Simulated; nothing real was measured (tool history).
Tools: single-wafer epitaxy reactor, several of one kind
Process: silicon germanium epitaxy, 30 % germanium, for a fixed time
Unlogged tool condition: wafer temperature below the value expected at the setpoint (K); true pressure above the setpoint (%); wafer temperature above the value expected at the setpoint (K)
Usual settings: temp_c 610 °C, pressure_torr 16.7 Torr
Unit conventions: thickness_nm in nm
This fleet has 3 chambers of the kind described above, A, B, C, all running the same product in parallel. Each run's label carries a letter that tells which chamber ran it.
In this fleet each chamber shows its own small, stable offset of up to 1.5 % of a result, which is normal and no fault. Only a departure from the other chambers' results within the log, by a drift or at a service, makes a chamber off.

| run | day | temp_c | pressure_torr | hours since the last pyrometer calibration | hours since the last manometer calibration | read-back reference wafer on the same gauge, thickness_nm | thickness_nm |
|---|---|---|---|---|---|---|---|
| 1C | 0.396 | 610 | 16.7 | 2286.5 | 1564.5 | 55.377 | 66.240 |
| 2A | 0.671 | 610 | 16.7 | 934.7 | 2278.6 | 55.400 | 64.927 |
| 3B | 0.971 | 610 | 16.7 | 1735.3 | 914.4 | 55.430 | 66.000 |
| 4C | 1.154 | 610 | 16.7 | 2304.7 | 1582.7 | 55.411 | 66.833 |
| 5A | 1.542 | 610 | 16.7 | 955.6 | 2299.5 | 55.429 | 64.801 |
| 6B | 1.879 | 610 | 16.7 | 1757.1 | 936.2 | 55.391 | 65.774 |
| 7B | 2.200 | 610 | 16.7 | 1764.8 | 943.9 | 55.405 | 66.131 |
| 8A | 2.429 | 610 | 16.7 | 976.9 | 2320.8 | 55.407 | 64.727 |
| 9C | 2.850 | 610 | 16.7 | 2345.4 | 1623.4 | 55.412 | 66.384 |
| 10A | 3.121 | 610 | 16.7 | 993.5 | 2337.4 | 55.389 | 64.870 |
| 11C | 3.546 | 610 | 16.7 | 2362.1 | 1640.1 | 55.401 | 66.482 |
| 12B | 3.821 | 610 | 16.7 | 1803.7 | 982.8 | 55.422 | 65.828 |
| 13B | 4.225 | 610 | 16.7 | 1813.4 | 992.5 | 55.416 | 66.031 |
| 14C | 4.529 | 610 | 16.7 | 2385.7 | 1663.7 | 55.388 | 66.387 |
| 15A | 4.900 | 610 | 16.7 | 1036.2 | 2380.1 | 55.415 | 64.914 |
| 16C | 5.246 | 610 | 16.7 | 2402.9 | 1680.9 | 55.394 | 66.491 |
| 17B | 5.533 | 610 | 16.7 | 1844.8 | 1023.9 | 55.398 | 65.969 |
| 18A | 5.725 | 610 | 16.7 | 1056.0 | 2399.9 | 55.377 | 64.735 |
| 19A | 5.962 | 610 | 16.7 | 1061.7 | 2405.6 | 55.359 | 64.597 |
| 20B | 6.179 | 610 | 19.7 | 1860.3 | 1039.4 | 55.388 | 70.252 |
| 21C | 6.596 | 610 | 19.7 | 2435.3 | 1713.3 | 55.407 | 70.870 |
| 22A | 6.892 | 610 | 19.7 | 1084.0 | 2427.9 | 55.401 | 69.011 |
| 23C | 7.192 | 601 | 18.9 | 2449.6 | 1727.6 | 55.399 | 59.404 |

Each of the 3 chambers runs these same settings next. Fill in every chamber's results:
| 24A | 7.496 | 610 | 16.7 |  |  |  | ? |
| 24B | 7.496 | 610 | 16.7 |  |  |  | ? |
| 24C | 7.496 | 610 | 16.7 |  |  |  | ? |

| run | thickness_nm |
|---|---|
| 24A | 64.663 |
| 24B | 65.838 |
| 24C | 66.532 |
